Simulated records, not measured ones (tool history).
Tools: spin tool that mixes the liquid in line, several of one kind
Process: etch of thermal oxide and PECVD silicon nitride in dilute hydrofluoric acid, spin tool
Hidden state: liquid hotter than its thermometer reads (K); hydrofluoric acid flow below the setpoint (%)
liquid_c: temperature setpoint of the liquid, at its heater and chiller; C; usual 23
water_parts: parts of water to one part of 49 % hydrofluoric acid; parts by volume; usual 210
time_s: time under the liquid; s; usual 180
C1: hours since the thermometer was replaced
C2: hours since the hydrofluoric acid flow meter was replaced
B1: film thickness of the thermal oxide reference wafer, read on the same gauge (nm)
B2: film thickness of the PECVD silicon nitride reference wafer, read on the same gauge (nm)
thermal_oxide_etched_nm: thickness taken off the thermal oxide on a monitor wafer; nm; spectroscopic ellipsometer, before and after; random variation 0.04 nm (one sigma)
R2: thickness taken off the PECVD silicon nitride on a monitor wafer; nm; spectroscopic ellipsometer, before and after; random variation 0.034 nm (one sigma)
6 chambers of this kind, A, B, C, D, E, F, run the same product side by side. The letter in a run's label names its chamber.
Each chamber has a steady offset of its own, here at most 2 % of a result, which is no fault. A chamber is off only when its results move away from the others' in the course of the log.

run 1A hour=8.1 | liquid_c=23 water_parts=210 time_s=180 | C1=1875.6 C2=482.6 | B1=110.01 B2=59.986 | thermal_oxide_etched_nm=3.4186 R2=1.4633
run 2E hour=12.6 | liquid_c=23 water_parts=210 time_s=180 | C1=2034.1 C2=1739 | B1=109.96 B2=60.022 | thermal_oxide_etched_nm=3.4913 R2=1.4239
run 3D hour=19 | liquid_c=23 water_parts=210 time_s=180 | C1=309.8 C2=1471 | B1=109.99 B2=59.992 | thermal_oxide_etched_nm=3.3829 R2=1.4166
run 4B hour=25.4 | liquid_c=23 water_parts=210 time_s=180 | C1=235.1 C2=1160.2 | B1=109.97 B2=60.019 | thermal_oxide_etched_nm=3.4344 R2=1.3965
run 5C hour=35.1 | liquid_c=19.5 water_parts=210 time_s=180 | C1=917.1 C2=70.7 | B1=110.01 B2=60.003 | thermal_oxide_etched_nm=3.0773 R2=1.0379
run 6F hour=42.1 | liquid_c=19.5 water_parts=210 time_s=180 | C1=249.9 C2=260.6 | B1=110 B2=59.975 | thermal_oxide_etched_nm=3.026 R2=1.1027
run 7E hour=48.3 | liquid_c=19.5 water_parts=210 time_s=180 | C1=2069.8 C2=1774.7 | B1=110.01 B2=60.009 | thermal_oxide_etched_nm=3.0901 R2=1.1645
run 8F hour=54.6 | liquid_c=19.5 water_parts=210 time_s=180 | C1=262.4 C2=273.1 | B1=109.99 B2=59.979 | thermal_oxide_etched_nm=3.0879 R2=1.145
run 9B hour=63.5 | liquid_c=19.5 water_parts=210 time_s=180 | C1=273.2 C2=1198.3 | B1=110 B2=60.005 | thermal_oxide_etched_nm=2.938 R2=1.0564
run 10C hour=71.5 | liquid_c=19.5 water_parts=210 time_s=180 | C1=953.5 C2=107.1 | B1=110.01 B2=60.034 | thermal_oxide_etched_nm=3.0549 R2=1.0986
run 11D hour=80.4 | liquid_c=23 water_parts=210 time_s=180 | C1=371.2 C2=1532.4 | B1=110 B2=60.039 | thermal_oxide_etched_nm=3.4146 R2=1.3553
run 12A hour=87.9 | liquid_c=25.5 water_parts=210 time_s=270 | C1=1955.4 C2=562.4 | B1=110.02 B2=59.993 | thermal_oxide_etched_nm=5.7536 R2=2.4281
run 13D hour=95.2 | liquid_c=25.5 water_parts=210 time_s=270 | C1=386 C2=1547.2 | B1=109.99 B2=59.99 | thermal_oxide_etched_nm=5.6239 R2=2.443
run 14E hour=102.4 | liquid_c=25.5 water_parts=210 time_s=270 | C1=2123.9 C2=1828.8 | B1=109.99 B2=60.033 | thermal_oxide_etched_nm=5.7633 R2=2.4131
run 15A hour=110.7 | liquid_c=25.5 water_parts=210 time_s=270 | C1=1978.2 C2=585.2 | B1=109.98 B2=59.977 | thermal_oxide_etched_nm=5.7493 R2=2.467
run 16B hour=115.6 | liquid_c=25.5 water_parts=210 time_s=270 | C1=325.3 C2=1250.4 | B1=110 B2=60.003 | thermal_oxide_etched_nm=5.6928 R2=2.4721
run 17C hour=120.2 | liquid_c=25.5 water_parts=210 time_s=270 | C1=1002.2 C2=155.8 | B1=109.98 B2=59.98 | thermal_oxide_etched_nm=5.7058 R2=2.5362
run 18F hour=126.2 | liquid_c=23 water_parts=210 time_s=180 | C1=334 C2=344.7 | B1=110.01 B2=60.038 | thermal_oxide_etched_nm=3.5128 R2=1.4186
run 19F hour=135.2 | liquid_c=23 water_parts=210 time_s=180 | C1=343 C2=353.7 | B1=110.01 B2=59.982 | thermal_oxide_etched_nm=3.4438 R2=1.3785
run 20A hour=143.9 | liquid_c=23 water_parts=210 time_s=180 | C1=2011.4 C2=618.4 | B1=110.02 B2=60.019 | thermal_oxide_etched_nm=3.4617 R2=1.3581
run 21D hour=153.7 | liquid_c=23 water_parts=210 time_s=180 | C1=444.5 C2=1605.7 | B1=110 B2=59.986 | thermal_oxide_etched_nm=3.4558 R2=1.3683
run 22E hour=163 | liquid_c=23 water_parts=300 time_s=240 | C1=2184.5 C2=1889.4 | B1=109.96 B2=60.013 | thermal_oxide_etched_nm=3.0492 R2=1.381
-- hour=163.5 chamber F: hydrofluoric acid flow meter replaced
run 23C hour=170.7 | liquid_c=23 water_parts=300 time_s=240 | C1=1052.7 C2=206.3 | B1=110 B2=60.008 | thermal_oxide_etched_nm=2.9688 R2=1.3363
run 24B hour=178.3 | liquid_c=23 water_parts=300 time_s=240 | C1=388 C2=1313.1 | B1=109.98 B2=59.997 | thermal_oxide_etched_nm=2.9189 R2=1.3157
run 25E hour=184.8 | liquid_c=23 water_parts=300 time_s=240 | C1=2206.3 C2=1911.2 | B1=110.01 B2=60.014 | thermal_oxide_etched_nm=3.0508 R2=1.3534
run 26F hour=192.6 | liquid_c=23 water_parts=300 time_s=240 | C1=400.4 C2=29.1 | B1=109.99 B2=59.972 | thermal_oxide_etched_nm=3.0753 R2=1.3242
run 27B hour=202.4 | liquid_c=23 water_parts=300 time_s=240 | C1=412.1 C2=1337.2 | B1=110.01 B2=60.004 | thermal_oxide_etched_nm=2.8883 R2=1.3066
run 28C hour=208.8 | liquid_c=23 water_parts=210 time_s=180 | C1=1090.8 C2=244.4 | B1=110.01 B2=60.029 | thermal_oxide_etched_nm=3.4903 R2=1.3956
run 29A hour=213.7 | liquid_c=23 water_parts=210 time_s=180 | C1=2081.2 C2=688.2 | B1=110.03 B2=59.993 | thermal_oxide_etched_nm=3.4277 R2=1.3614
run 30D hour=219.3 | liquid_c=23 water_parts=210 time_s=180 | C1=510.1 C2=1671.3 | B1=110.02 B2=59.995 | thermal_oxide_etched_nm=3.3456 R2=1.3439
run 31D hour=228.1 | liquid_c=23 water_parts=210 time_s=180 | C1=518.9 C2=1680.1 | B1=109.99 B2=59.985 | thermal_oxide_etched_nm=3.3865 R2=1.446
run 32B hour=237.9 | liquid_c=23 water_parts=210 time_s=180 | C1=447.6 C2=1372.7 | B1=110.02 B2=60.011 | thermal_oxide_etched_nm=3.426 R2=1.4303
run 33C hour=242.3 | liquid_c=23 water_parts=210 time_s=180 | C1=1124.3 C2=277.9 | B1=110.02 B2=60.017 | thermal_oxide_etched_nm=3.5382 R2=1.3915
run 34F hour=246.9 | liquid_c=23 water_parts=210 time_s=180 | C1=454.7 C2=83.4 | B1=109.99 B2=59.99 | thermal_oxide_etched_nm=3.4382 R2=1.4026
run 35E hour=251.7 | liquid_c=23 water_parts=210 time_s=180 | C1=2273.2 C2=1978.1 | B1=109.97 B2=59.994 | thermal_oxide_etched_nm=3.4536 R2=1.4317
run 36A hour=256.1 | liquid_c=23 water_parts=210 time_s=180 | C1=2123.6 C2=730.6 | B1=110.02 B2=59.968 | thermal_oxide_etched_nm=3.5165 R2=1.4164
run 37F hour=265.4 | liquid_c=23 water_parts=210 time_s=180 | C1=473.2 C2=101.9 | B1=110 B2=59.969 | thermal_oxide_etched_nm=3.4697 R2=1.3613

What goes on in this fleet: one chamber off, a drifting gauge, or nothing beyond the chambers' own small offsets? Name the chamber and the cause, if any.

No chamber stands off beyond its own small offset, and the gauge holds steady.
